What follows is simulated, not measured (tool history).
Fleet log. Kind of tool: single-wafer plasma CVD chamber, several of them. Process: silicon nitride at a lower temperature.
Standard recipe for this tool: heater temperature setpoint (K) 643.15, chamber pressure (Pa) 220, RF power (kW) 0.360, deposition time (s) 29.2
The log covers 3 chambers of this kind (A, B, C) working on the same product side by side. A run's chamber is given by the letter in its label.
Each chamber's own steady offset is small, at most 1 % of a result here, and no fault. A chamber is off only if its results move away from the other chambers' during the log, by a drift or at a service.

run,hour,heater temperature setpoint (K),chamber pressure (Pa),RF power (kW),deposition time (s),hours since the last thermocouple change,hours since the last RF generator calibration,hours since the last manometer calibration,"read-back reference wafer on the same gauge, thickness_nm",mean film thickness on the monitor wafer (nm)
# hour 7.7: chamber C: thermocouple changed; heater temperature recalibrated
1B,15.2,643.15,220,0.360,29.2,1151.2,1413.9,980.5,38.137,39.266
2A,24.2,643.15,220,0.360,29.2,717.7,715.3,969.6,38.064,38.290
3C,35.7,643.15,220,0.360,29.2,28.0,1607.2,1027.7,38.125,38.723
4B,46.8,643.15,220,0.360,29.2,1182.8,1445.5,1012.1,38.078,39.350
5C,57.2,643.15,220,0.360,29.2,49.5,1628.7,1049.2,38.153,38.041
6A,65.8,643.15,220,0.360,29.2,759.3,756.9,1011.2,38.125,38.454
7B,76.0,643.15,220,0.360,29.2,1212.0,1474.7,1041.3,38.088,39.073
8A,86.1,643.15,220,0.360,29.2,779.6,777.2,1031.5,38.188,38.548
9C,96.8,657.15,220,0.360,29.2,89.1,1668.3,1088.8,38.087,38.268
10C,105.3,657.15,220,0.360,29.2,97.6,1676.8,1097.3,38.130,37.982
11B,112.0,657.15,220,0.360,29.2,1248.0,1510.7,1077.3,38.088,38.531
12A,121.5,643.15,220,0.360,29.2,815.0,812.6,1066.9,38.126,37.908
13B,134.2,643.15,220,0.360,29.2,1270.2,1532.9,1099.5,38.097,38.897
14A,147.5,643.15,220,0.360,29.2,841.0,838.6,1092.9,38.125,38.454
15C,162.8,643.15,220,0.360,29.2,155.1,1734.3,1154.8,38.142,38.406
16B,171.7,643.15,220,0.360,29.2,1307.7,1570.4,1137.0,38.096,39.353
17C,182.0,643.15,220,0.400,32.4,174.3,1753.5,1174.0,38.121,45.729
18A,190.9,643.15,220,0.400,32.4,884.4,882.0,1136.3,38.071,45.754
19B,204.0,643.15,220,0.400,32.4,1340.0,1602.7,1169.3,38.083,45.933
20C,216.1,643.15,220,0.360,29.2,208.4,1787.6,1208.1,38.082,38.286
21A,226.4,643.15,220,0.320,29.2,919.9,917.5,1171.8,38.142,35.670
22C,240.9,643.15,220,0.320,29.2,233.2,1812.4,1232.9,38.138,35.792
23A,254.5,643.15,220,0.320,29.2,948.0,945.6,1199.9,38.067,35.562
24B,267.7,643.15,220,0.360,29.2,1403.7,1666.4,1233.0,38.029,38.881
25A,281.5,643.15,220,0.360,29.2,975.0,972.6,1226.9,38.105,38.223
26C,290.5,643.15,220,0.360,29.2,282.8,1862.0,1282.5,38.127,38.474
# hour 291.8: chamber B: RF generator calibrated
27B,302.9,643.15,220,0.360,29.2,1438.9,11.1,1268.2,38.126,38.838
28C,317.9,643.15,220,0.360,26.9,310.2,1889.4,1309.9,38.100,35.435
29A,327.9,643.15,220,0.360,26.9,1021.4,1019.0,1273.3,38.108,35.203
30B,335.9,643.15,220,0.360,26.9,1471.9,44.1,1301.2,38.099,35.815
31A,346.6,643.15,220,0.360,29.2,1040.1,1037.7,1292.0,38.091,38.608
32B,359.4,643.15,220,0.360,29.2,1495.4,67.6,1324.7,38.097,39.181
33C,367.0,653.15,220,0.335,29.2,359.3,1938.5,1359.0,38.088,36.695
34B,377.9,653.15,220,0.335,29.2,1513.9,86.1,1343.2,38.081,37.052

Read the log: is a single chamber off, either drifting away or since a service, is the gauge that measures every chamber drifting, or is nothing wrong beyond small per-chamber offsets? Name any odd chamber and what most likely caused it.

The fleet is healthy, with each chamber sitting at its usual small offset and no drift in the gauge.

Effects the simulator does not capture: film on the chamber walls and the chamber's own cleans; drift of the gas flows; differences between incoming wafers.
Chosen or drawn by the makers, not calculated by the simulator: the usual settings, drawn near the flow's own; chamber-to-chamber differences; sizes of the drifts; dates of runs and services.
